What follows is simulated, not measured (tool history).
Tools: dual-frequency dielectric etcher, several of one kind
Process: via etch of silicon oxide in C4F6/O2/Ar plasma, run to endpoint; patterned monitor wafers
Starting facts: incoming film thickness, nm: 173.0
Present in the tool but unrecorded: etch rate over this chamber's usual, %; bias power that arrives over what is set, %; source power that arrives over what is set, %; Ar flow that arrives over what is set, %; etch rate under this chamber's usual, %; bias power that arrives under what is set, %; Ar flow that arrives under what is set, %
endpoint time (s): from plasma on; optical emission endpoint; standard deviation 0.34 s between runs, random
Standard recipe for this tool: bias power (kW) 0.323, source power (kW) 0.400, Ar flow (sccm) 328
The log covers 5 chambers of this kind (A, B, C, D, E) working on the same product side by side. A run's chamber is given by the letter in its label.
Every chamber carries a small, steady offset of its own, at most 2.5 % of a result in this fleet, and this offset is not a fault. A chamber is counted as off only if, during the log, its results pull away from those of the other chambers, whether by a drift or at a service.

run     day  bias power (kW)  source power (kW)  Ar flow (sccm)  hours since the last wet clean  hours since the last bias power generator calibration  hours since the last source power generator calibration  hours since the last Ar flow controller change  endpoint time (s)
 1B   0.371            0.323              0.400             328                           262.1                                                 1428.6                                                   2637.1                                          2033.3             45.976
      0.496  -- chamber E: bias power generator calibrated
 2D   0.958            0.323              0.400             328                           197.2                                                 1059.0                                                   1761.7                                          4328.5             45.889
 3C   1.367            0.323              0.400             328                           489.4                                                 1666.4                                                   1538.2                                          2144.9             44.964
 4E   2.029            0.323              0.400             328                           347.7                                                   36.9                                                   1445.8                                          1580.3             44.880
 5A   2.612            0.323              0.400             328                           260.7                                                 1020.4                                                   3812.6                                          2435.8             45.641
 6A   2.983            0.323              0.400             328                           269.6                                                 1029.3                                                   3821.5                                          2444.7             45.088
 7D   3.650            0.323              0.400             328                           261.8                                                 1123.6                                                   1826.3                                          4393.1             45.661
 8E   4.129            0.323              0.400             328                           398.1                                                   87.3                                                   1496.2                                          1630.7             44.627
 9B   4.525            0.323              0.400             328                           361.8                                                 1528.3                                                   2736.8                                          2133.0             46.385
10C   5.133            0.323              0.400             328                           579.8                                                 1756.8                                                   1628.6                                          2235.3             44.953
11C   5.583            0.323              0.400             328                           590.6                                                 1767.6                                                   1639.4                                          2246.1             44.698
12E   6.083            0.323              0.400             328                           445.0                                                  134.2                                                   1543.1                                          1677.6             43.840
      6.167  -- chamber C: wet clean of the chamber
13B   6.492            0.323              0.400             328                           409.0                                                 1575.5                                                   2784.0                                          2180.2             45.880
14A   7.150            0.323              0.400             328                           369.6                                                 1129.3                                                   3921.5                                          2544.7             44.969
15D   7.683            0.383              0.400             328                           358.6                                                 1220.4                                                   1923.1                                          4489.9             43.276
16B   8.096            0.383              0.400             328                           447.5                                                 1614.0                                                   2822.5                                          2218.7             43.315
      8.188  -- chamber B: source power generator calibrated
17C   8.562            0.383              0.400             328                            57.6                                                 1839.1                                                   1710.9                                          2317.6             42.107
18D   9.146            0.383              0.400             328                           393.7                                                 1255.5                                                   1958.2                                          4525.0             43.128
19E   9.521            0.383              0.400             328                           527.5                                                  216.7                                                   1625.6                                          1760.1             41.227
20A   9.875            0.323              0.470             374                           435.0                                                 1194.7                                                   3986.9                                          2610.1             43.289
21C  10.525            0.323              0.470             374                           104.7                                                 1886.2                                                   1758.0                                          2364.7             43.202
22E  10.946            0.323              0.470             374                           561.7                                                  250.9                                                   1659.8                                          1794.3             42.008
23D  11.604            0.323              0.470             374                           452.7                                                 1314.5                                                   2017.2                                          4584.0             43.413
24A  12.192            0.323              0.470             374                           490.6                                                 1250.3                                                   4042.5                                          2665.7             43.088
     12.671  -- chamber A: source power generator calibrated
25B  12.792            0.323              0.400             328                           560.2                                                 1726.7                                                    110.5                                          2331.4             45.966
26E  13.100            0.323              0.400             328                           613.4                                                  302.6                                                   1711.5                                          1846.0             43.113
27C  13.571            0.323              0.400             328                           177.8                                                 1959.3                                                   1831.1                                          2437.8             45.168
28D  13.942            0.323              0.400             328                           508.8                                                 1370.6                                                   2073.3                                          4640.1             45.869
     14.183  -- chamber A: wet clean of the chamber
29B  14.262            0.323              0.400             328                           595.5                                                 1762.0                                                    145.8                                          2366.7             46.503
     14.508  -- chamber B: wet clean of the chamber
30A  14.717            0.323              0.400             328                            12.8                                                 1310.9                                                     49.2                                          2726.3             45.259
31B  15.258            0.323              0.400             328                            18.1                                                 1785.9                                                    169.7                                          2390.6             46.584
32D  15.725            0.323              0.400             328                           551.6                                                 1413.4                                                   2116.1                                          4682.9             45.861
33E  16.292            0.323              0.400             328                           690.0                                                  379.2                                                   1788.1                                          1922.6             42.890

One chamber off, gauge drift, or nothing amiss beyond the chambers' own small offsets? If it is a chamber, which one, and what is the likeliest cause?

One chamber, E, drifts off from the rest bit by bit.
What lies behind it: etch rate over this chamber's usual, % = 4.53.

Which of the 4 candidates below, each the usual settings with something changed and its results left as question marks, puts chamber E back in line with what the other chambers give on the usual settings?
A result is in line if it is within this distance of the other chambers' mean on the usual settings: endpoint time (s) 1.200
34E-1  16.779            0.318              0.390             330                                                                                                                                                                                                                  ?
34E-2  16.779            0.297              0.370             328                                                                                                                                                                                                                  ?
34E-3  16.779            0.373              0.400             312                                                                                                                                                                                                                  ?
34E-4  16.779            0.323              0.410             328                                                                                                                                                                                                                  ?

Usual-settings mean across the other chambers: endpoint time (s) 45.536
  run  endpoint time (s)
34E-1             43.549
34E-2             45.466
34E-3             40.501
34E-4             42.478
The answer is 34E-2, which returns the chamber to within the allowed miss of the others.
